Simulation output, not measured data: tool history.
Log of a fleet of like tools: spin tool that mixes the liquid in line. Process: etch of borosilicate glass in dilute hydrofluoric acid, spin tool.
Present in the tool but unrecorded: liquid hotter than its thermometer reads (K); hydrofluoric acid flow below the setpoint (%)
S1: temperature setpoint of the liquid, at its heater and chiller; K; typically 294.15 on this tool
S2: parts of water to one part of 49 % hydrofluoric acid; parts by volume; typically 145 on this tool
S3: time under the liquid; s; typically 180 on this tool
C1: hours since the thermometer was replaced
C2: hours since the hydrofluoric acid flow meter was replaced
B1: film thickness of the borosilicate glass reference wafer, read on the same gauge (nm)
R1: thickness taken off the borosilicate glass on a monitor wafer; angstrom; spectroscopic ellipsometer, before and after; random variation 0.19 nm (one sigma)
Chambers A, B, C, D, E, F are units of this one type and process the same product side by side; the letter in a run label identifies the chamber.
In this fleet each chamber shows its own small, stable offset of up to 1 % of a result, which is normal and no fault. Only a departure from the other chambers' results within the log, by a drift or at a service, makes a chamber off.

| run | hour | S1 | S2 | S3 | C1 | C2 | B1 | R1 |
|---|---|---|---|---|---|---|---|---|
| 1A | 9.1 | 294.15 | 145 | 180 | 1252.9 | 1283.7 | 99.983 | 268.19 |
|  | 11.6 | chamber C: hydrofluoric acid flow meter replaced |
| 2D | 14.5 | 294.15 | 145 | 180 | 1102.5 | 457.6 | 100.010 | 267.56 |
| 3C | 23.0 | 294.15 | 145 | 180 | 475.2 | 11.5 | 99.978 | 271.54 |
| 4F | 28.7 | 294.15 | 145 | 180 | 376.0 | 45.9 | 100.000 | 271.34 |
| 5B | 33.5 | 294.15 | 145 | 180 | 652.3 | 1380.6 | 100.020 | 265.69 |
| 6E | 41.7 | 294.15 | 145 | 180 | 2932.0 | 258.2 | 100.010 | 268.26 |
| 7A | 52.6 | 294.15 | 145 | 180 | 1296.4 | 1327.2 | 99.975 | 269.82 |
| 8F | 58.9 | 294.15 | 145 | 180 | 406.2 | 76.1 | 99.965 | 267.76 |
|  | 66.4 | chamber E: thermometer replaced |
| 9E | 67.1 | 290.65 | 145 | 180 | 0.7 | 283.6 | 100.010 | 234.67 |
| 10D | 72.3 | 290.65 | 145 | 180 | 1160.3 | 515.4 | 100.000 | 230.52 |
| 11B | 77.4 | 290.65 | 145 | 180 | 696.2 | 1424.5 | 99.994 | 233.65 |
|  | 77.9 | chamber D: hydrofluoric acid flow meter replaced |
| 12C | 83.8 | 290.65 | 145 | 180 | 536.0 | 72.3 | 99.982 | 232.79 |
| 13B | 88.8 | 290.65 | 145 | 180 | 707.6 | 1435.9 | 99.976 | 230.23 |
| 14E | 96.3 | 290.65 | 145 | 180 | 29.9 | 312.8 | 99.989 | 233.66 |
| 15F | 101.8 | 290.15 | 120 | 180 | 449.1 | 119.0 | 100.020 | 286.45 |
| 16A | 109.6 | 290.15 | 120 | 180 | 1353.4 | 1384.2 | 100.010 | 282.68 |
| 17C | 120.6 | 290.15 | 120 | 180 | 572.8 | 109.1 | 99.999 | 283.08 |
| 18D | 131.9 | 290.15 | 120 | 180 | 1219.9 | 54.1 | 100.020 | 283.43 |
| 19B | 138.7 | 290.15 | 120 | 180 | 757.5 | 1485.8 | 99.983 | 281.73 |
| 20E | 148.9 | 290.15 | 120 | 180 | 82.5 | 365.4 | 99.980 | 283.29 |
| 21F | 156.8 | 294.15 | 145 | 180 | 504.1 | 174.0 | 100.010 | 268.11 |
| 22A | 167.0 | 294.15 | 90 | 180 | 1410.8 | 1441.6 | 100.000 | 456.41 |
| 23D | 175.6 | 294.15 | 90 | 180 | 1263.6 | 97.8 | 100.010 | 457.37 |
| 24C | 185.6 | 294.15 | 90 | 180 | 637.8 | 174.1 | 100.010 | 466.92 |
| 25F | 190.7 | 294.15 | 90 | 180 | 538.0 | 207.9 | 100.020 | 463.35 |
| 26A | 198.9 | 294.15 | 90 | 180 | 1442.7 | 1473.5 | 99.992 | 462.06 |
| 27C | 208.5 | 294.15 | 90 | 180 | 660.7 | 197.0 | 99.969 | 467.40 |
| 28D | 219.4 | 294.15 | 145 | 180 | 1307.4 | 141.6 | 99.992 | 265.89 |
| 29E | 225.0 | 294.15 | 145 | 180 | 158.6 | 441.5 | 99.997 | 268.71 |
| 30B | 232.3 | 294.15 | 145 | 180 | 851.1 | 1579.4 | 99.988 | 265.42 |
| 31E | 243.2 | 294.15 | 145 | 180 | 176.8 | 459.7 | 100.030 | 271.56 |
| 32B | 249.8 | 294.15 | 145 | 180 | 868.6 | 1596.9 | 100.010 | 268.13 |
| 33C | 260.7 | 294.15 | 145 | 180 | 712.9 | 249.2 | 99.998 | 269.70 |
| 34F | 271.7 | 294.15 | 145 | 180 | 619.0 | 288.9 | 100.000 | 270.75 |
| 35A | 279.0 | 294.15 | 145 | 180 | 1522.8 | 1553.6 | 99.987 | 270.92 |
| 36D | 290.2 | 290.15 | 200 | 180 | 1378.2 | 212.4 | 100.000 | 155.22 |
| 37A | 296.7 | 290.15 | 200 | 180 | 1540.5 | 1571.3 | 100.000 | 157.33 |
| 38D | 303.0 | 290.15 | 200 | 180 | 1391.0 | 225.2 | 99.992 | 155.95 |
| 39F | 312.8 | 290.15 | 200 | 180 | 660.1 | 330.0 | 100.010 | 158.90 |

Does one chamber stand apart from the rest, does the shared gauge drift, or is all well apart from small per-chamber offsets? Give the chamber and the most likely cause, where there is one.

Nothing is wrong: each chamber keeps only its own small, steady offset and the gauge holds still.
